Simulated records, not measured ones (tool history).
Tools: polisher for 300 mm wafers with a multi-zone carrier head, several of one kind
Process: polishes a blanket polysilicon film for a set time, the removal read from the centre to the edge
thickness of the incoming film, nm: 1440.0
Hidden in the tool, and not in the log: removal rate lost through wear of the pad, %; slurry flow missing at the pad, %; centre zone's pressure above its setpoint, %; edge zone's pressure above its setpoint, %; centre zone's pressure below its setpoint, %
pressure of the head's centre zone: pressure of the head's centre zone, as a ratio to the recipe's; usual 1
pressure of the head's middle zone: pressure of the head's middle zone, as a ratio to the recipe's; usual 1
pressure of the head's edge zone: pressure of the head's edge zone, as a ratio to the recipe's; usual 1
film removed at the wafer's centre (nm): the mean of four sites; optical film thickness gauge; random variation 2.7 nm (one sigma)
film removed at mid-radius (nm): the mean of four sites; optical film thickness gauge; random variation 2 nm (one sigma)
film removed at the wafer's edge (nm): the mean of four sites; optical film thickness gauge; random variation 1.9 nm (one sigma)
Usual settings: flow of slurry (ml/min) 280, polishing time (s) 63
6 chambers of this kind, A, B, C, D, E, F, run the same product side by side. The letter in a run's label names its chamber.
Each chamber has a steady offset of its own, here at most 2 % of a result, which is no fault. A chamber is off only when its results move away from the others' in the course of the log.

run,day,flow of slurry (ml/min),pressure of the head's centre zone,pressure of the head's middle zone,pressure of the head's edge zone,polishing time (s),wafers polished on this pad,hours since the slurry nozzle was cleaned,hours since the centre zone pressure was calibrated,hours since the edge zone pressure was calibrated,film removed at the wafer's centre (nm),film removed at mid-radius (nm),film removed at the wafer's edge (nm)
1A,0.317,280,1,1,1,63,522,63.7,149.2,79.7,225.37,234.31,229.75
# day 0.392: chamber E: worn pad replaced by a new one
2C,0.6,280,1,1,1,63,607,44.9,63.1,872.7,232.42,231.71,229.13
# day 0.829: chamber F: worn pad replaced by a new one
3F,0.958,280,1,1,1,63,26,35.4,280,591.2,228.69,230.65,230.3
4D,1.192,280,1,1,1,63,627,321.2,262.9,180.1,235.14,228.81,231.79
5E,1.604,280,1,1,1,63,243,228.8,225.3,783.7,229.68,232.25,231.72
6B,1.962,280,1,1,1,63,523,718.9,532,169.7,230.51,230.82,229.28
7A,2.338,280,1,1,1,63,928,112.2,197.7,128.2,230.87,233.15,230.42
8C,2.633,280,1,1,1,63,1015,93.7,111.9,921.5,231.05,230.34,229.54
# day 2.779: chamber D: worn pad replaced by a new one
# day 2.796: chamber E: slurry nozzle cleaned
9E,3.058,280,1,1.05,1,42,535,6.3,260.2,818.6,154.57,161.69,154
10B,3.383,280,1,1.05,1,42,808,753,566.1,203.8,152.42,162.64,151.7
11D,3.804,280,1,1.05,1,42,206,383.9,325.6,242.8,156.69,158.64,155.48
12F,4,280,1,1.05,1,42,637,108.4,353,664.2,154.32,161.12,155.66
# day 4.129: chamber B: slurry nozzle cleaned
13E,4.325,280,1,1.05,1,42,789,36.7,290.6,849,154.54,160.97,154.85
# day 4.471: chamber C: edge zone pressure recalibrated
# day 4.525: chamber A: worn pad replaced by a new one
# day 4.55: chamber F: centre zone pressure recalibrated
# day 4.617: chamber C: worn pad replaced by a new one
14C,4.729,280,1,1.05,1,42,22,144,162.2,6.3,153.26,162.25,153.94
15A,4.983,280,1,1,1,63,92,175.7,261.2,191.7,228.38,233.1,232.96
# day 5.246: chamber B: worn pad replaced by a new one
16F,5.354,280,1,1,1,63,909,140.9,19.4,696.7,227.42,231.13,232.28
17B,5.562,280,1,1,1,63,64,34.4,618.4,256.1,230.13,232.94,226.83
18D,5.871,280,1,1,1,63,621,433.5,375.2,292.4,230.97,225.08,229.97
# day 5.892: chamber F: worn pad replaced by a new one
19D,6.204,280,1,1,1,63,688,441.5,383.2,300.4,232.42,227.95,230.61
20C,6.471,280,1,1,1,63,372,185.8,204,48.1,225.4,232.17,232.65
# day 6.483: chamber E: worn pad replaced by a new one
# day 6.492: chamber B: centre zone pressure recalibrated
21A,6.679,280,1,1,1,63,432,216.4,301.9,232.4,234.44,230.96,229.68
22E,6.933,245,1.08,1,1,63,91,99.3,353.2,911.6,246.56,226.91,228.56
# day 7.133: chamber D: worn pad replaced by a new one
23B,7.212,245,1.08,1,1,63,395,74,17.4,295.7,222.89,229.8,231.41
24F,7.504,245,1.08,1,1,63,324,192.5,71,748.3,245.44,226.91,227.52
25B,7.917,245,1.08,1,1,63,537,90.9,34.3,312.6,222.27,227.1,227.02
26A,8.342,245,1.08,1,1,63,766,256.3,341.8,272.3,249.99,230.56,228.52
27C,8.575,245,1.08,1,1,63,795,236.3,254.5,98.6,242.47,227.15,227.77
28E,8.875,280,1,1,1,63,480,145.9,399.8,958.2,233.39,228.81,233.29
29F,9.183,280,1,1,1,63,661,232.8,111.3,788.6,233.48,231.77,232.49
30D,9.408,280,1,1,1,63,456,518.4,460.1,377.3,232.67,228.39,232.63
31E,9.846,280,1,0.95,1,63,675,169.2,423.1,981.5,232.33,219.43,235.68
# day 10.025: chamber B: worn pad replaced by a new one
32B,10.067,280,1,0.95,1,63,8,142.5,85.9,364.2,207.26,222.16,227.05
# day 10.246: chamber F: worn pad replaced by a new one
33C,10.354,280,1,0.95,1,63,1152,279,297.2,141.3,233.03,219.04,232.94
34F,10.683,280,1,0.95,1,63,88,268.8,147.3,824.6,232.79,219.57,230.23
35D,11.083,280,1,0.95,1,63,793,558.6,500.3,417.5,226.54,218.4,232.72
36A,11.446,280,1,0.95,1,63,1389,330.8,416.3,346.8,234.66,221.89,230.29
37E,11.688,310,1,1,1,63,1045,213.4,467.3,1025.7,235.93,231.76,232.59
# day 11.754: chamber A: worn pad replaced by a new one
38B,11.938,310,1,1,1,63,384,187.4,130.8,409.1,215.06,234.43,230.87
# day 12.038: chamber C: worn pad replaced by a new one
39F,12.321,310,1,1,1,63,417,308.1,186.6,863.9,232.79,232.74,236.45
40C,12.708,310,1,1,1,63,134,335.5,353.7,197.8,232.24,232.72,232.78
41A,13.104,310,1,1,1,63,271,370.6,456.1,386.6,232.9,233.94,234.38

Next, every chamber runs the same settings. What will each give?
42A,13.425,280,1.05,1,1,63,,,,,?,?,?
42B,13.425,280,1.05,1,1,63,,,,,?,?,?
42C,13.425,280,1.05,1,1,63,,,,,?,?,?
42D,13.425,280,1.05,1,1,63,,,,,?,?,?
42E,13.425,280,1.05,1,1,63,,,,,?,?,?
42F,13.425,280,1.05,1,1,63,,,,,?,?,?

run,film removed at the wafer's centre (nm),film removed at mid-radius (nm),film removed at the wafer's edge (nm)
42A,242.07,230.33,231.03
42B,220.61,232.29,231.22
42C,245.63,235,231.62
42D,244.16,228.59,229.65
42E,246.44,231.05,232.25
42F,240.68,229.42,232.5
